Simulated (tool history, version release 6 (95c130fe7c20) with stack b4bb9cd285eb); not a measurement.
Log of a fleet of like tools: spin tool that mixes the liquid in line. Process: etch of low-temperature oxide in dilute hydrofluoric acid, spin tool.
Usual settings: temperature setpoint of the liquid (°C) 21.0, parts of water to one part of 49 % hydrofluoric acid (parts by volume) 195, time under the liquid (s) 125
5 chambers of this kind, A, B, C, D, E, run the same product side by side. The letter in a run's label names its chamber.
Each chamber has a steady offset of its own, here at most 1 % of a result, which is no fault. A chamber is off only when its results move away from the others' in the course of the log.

run	hour	temperature setpoint of the liquid (°C)	parts of water to one part of 49 % hydrofluoric acid (parts by volume)	time under the liquid (s)	read-back film thickness of the low-temperature oxide reference wafer, read on the same gauge (nm)	thickness taken off the low-temperature oxide on a monitor wafer (angstrom)
1C	11.9	21.0	195	125	120.01	105.760
2D	26.2	21.0	195	125	119.98	106.190
3B	41.3	21.0	195	125	119.97	105.440
4A	57.1	21.0	195	125	119.97	105.820
5E	73.4	21.0	195	125	120.01	105.520
6B	86.4	21.0	195	125	120.04	105.530
7E	98.6	21.0	195	125	119.98	105.160
8D	111.1	21.0	195	125	119.94	106.110
9C	123.2	21.0	195	125	120.04	105.990
10A	132.9	21.0	195	125	119.97	105.850
11B	140.3	21.0	195	125	120.01	105.430
12D	152.4	21.0	195	125	119.97	106.380
13E	167.9	21.0	195	125	120.00	105.480
14C	176.0	21.0	195	125	120.02	106.680
15A	191.8	21.0	195	125	120.02	107.100
# hour 197.5: chamber B: thermometer replaced
16E	203.9	21.0	195	125	119.97	105.320
17D	219.6	21.0	195	125	120.05	107.140
18B	235.2	21.0	195	125	120.00	105.590
19C	245.2	19.5	195	175	120.00	139.900
20A	253.7	19.5	195	175	120.00	140.160
21E	269.5	19.5	195	175	120.00	139.580
22B	281.1	19.5	195	175	119.99	139.940
23C	291.8	19.5	195	175	120.01	139.980
24D	300.6	21.0	195	125	120.01	110.250
25A	311.4	21.0	195	125	120.02	105.840
26A	321.7	21.0	145	125	119.99	149.600
27C	329.8	21.0	145	125	120.03	151.990
28E	344.5	21.0	145	125	120.00	148.200
29B	358.6	21.0	145	125	120.01	150.190
30D	370.2	21.0	145	125	120.00	156.970
31B	378.3	21.0	195	125	120.01	106.450
32D	389.6	21.0	195	125	120.00	110.270
33C	404.1	21.0	195	125	119.98	106.420
34A	412.4	21.0	195	125	119.97	105.950
# hour 421.6: chamber E: thermometer replaced
35E	427.9	18.5	195	125	119.99	95.277

Is one chamber off against the others, does the gauge drift, or is nothing wrong? If a chamber is off, say which, and what the likeliest cause is.

Chamber D drifts away from the others.
Cause: liquid hotter than its thermometer reads (K) = 1.53.
The log may not tell that from: hydrofluoric acid flow above the setpoint (%).

Here are 4 candidates for chamber D's next run, each the usual settings with a change, their results left as question marks. Which one brings its results back in line with what the others give on the usual settings?
In line means no further than this from the other chambers' mean on the usual settings: thickness taken off the low-temperature oxide on a monitor wafer (angstrom) 1.500
36D-1	439.6	21.0	200	125		?
36D-2	439.6	19.5	195	125		?
36D-3	439.6	22.5	195	125		?
36D-4	439.6	21.0	190	125		?

The other chambers' mean on the usual settings: thickness taken off the low-temperature oxide on a monitor wafer (angstrom) 105.800
run	thickness taken off the low-temperature oxide on a monitor wafer (angstrom)
36D-1	108.510
36D-2	105.550
36D-3	118.400
36D-4	115.320
36D-2 brings the chamber back in line.

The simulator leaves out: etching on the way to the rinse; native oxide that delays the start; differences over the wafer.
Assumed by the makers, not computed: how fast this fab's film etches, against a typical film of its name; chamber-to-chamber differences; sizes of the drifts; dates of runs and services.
